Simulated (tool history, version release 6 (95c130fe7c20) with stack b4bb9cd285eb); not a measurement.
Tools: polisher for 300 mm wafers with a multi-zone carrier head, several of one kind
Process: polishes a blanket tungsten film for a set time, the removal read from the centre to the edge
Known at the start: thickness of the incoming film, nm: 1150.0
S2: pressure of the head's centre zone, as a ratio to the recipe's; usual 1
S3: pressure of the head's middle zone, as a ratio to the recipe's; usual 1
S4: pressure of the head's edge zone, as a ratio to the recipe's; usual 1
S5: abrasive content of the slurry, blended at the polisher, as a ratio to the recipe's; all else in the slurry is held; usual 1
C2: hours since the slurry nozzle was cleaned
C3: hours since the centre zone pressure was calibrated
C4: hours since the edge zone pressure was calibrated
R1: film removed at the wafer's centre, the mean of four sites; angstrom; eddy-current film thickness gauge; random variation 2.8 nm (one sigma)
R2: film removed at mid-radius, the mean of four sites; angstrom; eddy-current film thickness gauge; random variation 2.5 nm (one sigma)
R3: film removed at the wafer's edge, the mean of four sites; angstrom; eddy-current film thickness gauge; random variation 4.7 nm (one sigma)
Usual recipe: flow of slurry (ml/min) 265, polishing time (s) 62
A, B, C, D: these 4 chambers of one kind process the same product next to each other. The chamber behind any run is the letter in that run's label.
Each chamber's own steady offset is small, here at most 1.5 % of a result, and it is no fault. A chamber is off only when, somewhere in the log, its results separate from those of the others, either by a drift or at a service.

At day 0.029: chamber B: worn pad replaced by a new one.
Run 1D, day 0.225: usual settings; wafers polished on this pad 482; C2 483.1; C3 100.3; C4 45.5. Result: R1 4147.4 angstrom, R2 4084.8 angstrom, R3 4085.6 angstrom.
Run 2A, day 0.412: usual settings; wafers polished on this pad 1015; C2 233.1; C3 43.8; C4 479.7. Result: R1 4073.4 angstrom, R2 4101.3 angstrom, R3 4106.9 angstrom.
Run 3C, day 0.692: usual settings; wafers polished on this pad 205; C2 49.5; C3 175.9; C4 196.7. Result: R1 4140.6 angstrom, R2 4212 angstrom, R3 4123.7 angstrom.
At day 0.879: chamber A: worn pad replaced by a new one.
Run 4B, day 0.921: usual settings; wafers polished on this pad 183; C2 604; C3 395.6; C4 1001.7. Result: R1 4138.6 angstrom, R2 4178.9 angstrom, R3 4136.6 angstrom.
Run 5D, day 1.083: usual settings; wafers polished on this pad 659; C2 503.7; C3 120.9; C4 66.1. Result: R1 4125.5 angstrom, R2 4141.6 angstrom, R3 3997.4 angstrom.
Run 6C, day 1.358: usual settings; wafers polished on this pad 342; C2 65.5; C3 191.9; C4 212.7. Result: R1 4172.6 angstrom, R2 4193.2 angstrom, R3 4122.7 angstrom.
Run 7B, day 1.525: usual settings; wafers polished on this pad 308; C2 618.5; C3 410.1; C4 1016.2. Result: R1 4050.7 angstrom, R2 4130.2 angstrom, R3 4180.6 angstrom.
Run 8A, day 1.746: usual settings; wafers polished on this pad 178; C2 265.1; C3 75.8; C4 511.7. Result: R1 4155.1 angstrom, R2 4066.5 angstrom, R3 4129.4 angstrom.
Run 9C, day 2.05: usual settings; wafers polished on this pad 484; C2 82.1; C3 208.5; C4 229.3. Result: R1 4167.6 angstrom, R2 4186.5 angstrom, R3 4200.9 angstrom.
Run 10D, day 2.283: usual settings; wafers polished on this pad 906; C2 532.5; C3 149.7; C4 94.9. Result: R1 4107.4 angstrom, R2 4114.7 angstrom, R3 4039.2 angstrom.
Run 11A, day 2.529: usual settings; wafers polished on this pad 339; C2 283.9; C3 94.6; C4 530.5. Result: R1 4087.8 angstrom, R2 4117 angstrom, R3 4119.8 angstrom.
At day 2.533: chamber D: worn pad replaced by a new one.
Run 12B, day 2.783: usual settings; wafers polished on this pad 567; C2 648.7; C3 440.3; C4 1046.4. Result: R1 4130.6 angstrom, R2 4133.4 angstrom, R3 4129.1 angstrom.
At day 3.017: chamber C: worn pad replaced by a new one.
Run 13B, day 3.05: usual settings; wafers polished on this pad 622; C2 655.1; C3 446.7; C4 1052.8. Result: R1 4090 angstrom, R2 4125 angstrom, R3 4195.9 angstrom.
Run 14C, day 3.25: usual settings; wafers polished on this pad 48; C2 110.9; C3 237.3; C4 258.1. Result: R1 4149.8 angstrom, R2 4174 angstrom, R3 4155.2 angstrom.
Run 15D, day 3.404: usual settings; wafers polished on this pad 179; C2 559.4; C3 176.6; C4 121.8. Result: R1 4213.3 angstrom, R2 4076 angstrom, R3 4149.2 angstrom.
Run 16A, day 3.625: usual settings; wafers polished on this pad 565; C2 310.2; C3 120.9; C4 556.8. Result: R1 4150 angstrom, R2 4126.3 angstrom, R3 4140.4 angstrom.
Run 17B, day 3.767: usual settings; wafers polished on this pad 769; C2 672.3; C3 463.9; C4 1070. Result: R1 4068.4 angstrom, R2 4087.3 angstrom, R3 4145.5 angstrom.
Run 18D, day 4.058: usual settings; wafers polished on this pad 314; C2 575.1; C3 192.3; C4 137.5. Result: R1 4163.4 angstrom, R2 4095.2 angstrom, R3 4097.4 angstrom.
Run 19A, day 4.217: usual settings; wafers polished on this pad 687; C2 324.4; C3 135.1; C4 571. Result: R1 4138 angstrom, R2 4090.8 angstrom, R3 4131.7 angstrom.
Run 20C, day 4.479: usual settings; wafers polished on this pad 301; C2 140.4; C3 266.8; C4 287.6. Result: R1 4155.4 angstrom, R2 4181.7 angstrom, R3 4101.3 angstrom.
Run 21A, day 4.746: usual settings; wafers polished on this pad 796; C2 337.1; C3 147.8; C4 583.7. Result: R1 4134.3 angstrom, R2 4071.4 angstrom, R3 4165.3 angstrom.
Run 22D, day 4.979: usual settings; wafers polished on this pad 504; C2 597.2; C3 214.4; C4 159.6. Result: R1 4271.1 angstrom, R2 4134.9 angstrom, R3 4130.7 angstrom.
Run 23B, day 5.146: usual settings; wafers polished on this pad 1053; C2 705.4; C3 497; C4 1103.1. Result: R1 4098.6 angstrom, R2 4108.6 angstrom, R3 4038 angstrom.
At day 5.275: chamber B: worn pad replaced by a new one.
Run 24C, day 5.292: usual settings; wafers polished on this pad 468; C2 159.9; C3 286.3; C4 307.1. Result: R1 4093.8 angstrom, R2 4193.1 angstrom, R3 4112.9 angstrom.
Run 25C, day 5.554: usual settings; wafers polished on this pad 522; C2 166.2; C3 292.6; C4 313.4. Result: R1 4113.7 angstrom, R2 4173.4 angstrom, R3 4114.5 angstrom.
Run 26D, day 5.692: usual settings but S5 0.75, polishing time (s) 49; wafers polished on this pad 650; C2 614.3; C3 231.5; C4 176.7. Result: R1 3224.6 angstrom, R2 3038.7 angstrom, R3 2932.2 angstrom.
Run 27A, day 5.95: usual settings but S5 0.75, polishing time (s) 49; wafers polished on this pad 1043; C2 366; C3 176.7; C4 612.6. Result: R1 3019.6 angstrom, R2 3036.1 angstrom, R3 3071.3 angstrom.
Run 28B, day 6.112: usual settings but S5 0.75, polishing time (s) 49; wafers polished on this pad 172; C2 728.6; C3 520.2; C4 1126.3. Result: R1 3047 angstrom, R2 3063.2 angstrom, R3 3051.9 angstrom.
At day 6.171: chamber A: worn pad replaced by a new one.
At day 6.362: chamber D: slurry nozzle cleaned.
Run 29A, day 6.362: usual settings but S5 0.75, polishing time (s) 49; wafers polished on this pad 40; C2 375.9; C3 186.6; C4 622.5. Result: R1 3025.8 angstrom, R2 3059.5 angstrom, R3 3050.4 angstrom.
At day 6.404: chamber C: worn pad replaced by a new one.
Run 30C, day 6.504: usual settings; wafers polished on this pad 21; C2 189; C3 315.4; C4 336.2. Result: R1 4179.8 angstrom, R2 4177.1 angstrom, R3 4141.5 angstrom.
Run 31D, day 6.733: usual settings; wafers polished on this pad 865; C2 9; C3 256.5; C4 201.7. Result: R1 4344.6 angstrom, R2 4110.6 angstrom, R3 4109.1 angstrom.
Run 32B, day 6.917: usual settings; wafers polished on this pad 338; C2 747.9; C3 539.5; C4 1145.6. Result: R1 4096.4 angstrom, R2 4114.2 angstrom, R3 4109.1 angstrom.
Run 33D, day 7.071: usual settings; wafers polished on this pad 934; C2 17.1; C3 264.6; C4 209.8. Result: R1 4384.3 angstrom, R2 4100.9 angstrom, R3 4013.2 angstrom.
Run 34A, day 7.325: usual settings; wafers polished on this pad 238; C2 399; C3 209.7; C4 645.6. Result: R1 4110.8 angstrom, R2 4109.9 angstrom, R3 4030.8 angstrom.
Run 35C, day 7.538: usual settings; wafers polished on this pad 234; C2 213.8; C3 340.2; C4 361. Result: R1 4145.3 angstrom, R2 4220.4 angstrom, R3 4104.1 angstrom.
At day 7.629: chamber B: slurry nozzle cleaned.
Run 36B, day 7.7: usual settings; wafers polished on this pad 499; C2 1.8; C3 558.3; C4 1164.4. Result: R1 4127.7 angstrom, R2 4118.5 angstrom, R3 4140.6 angstrom.

All 4 chambers run these settings next. Forecast each chamber's results:
Run 37A, day 7.925: usual settings. Result: R1 ?, R2 ?, R3 ?.
Run 37B, day 7.925: usual settings. Result: R1 ?, R2 ?, R3 ?.
Run 37C, day 7.925: usual settings. Result: R1 ?, R2 ?, R3 ?.
Run 37D, day 7.925: usual settings. Result: R1 ?, R2 ?, R3 ?.

run      R1      R2      R3
37A  4092.3  4158.2  4163.1
37B  4136.9  4154.5  4169.7
37C  4127.4  4205.8  4086.7
37D    4413  4157.2  4226.2
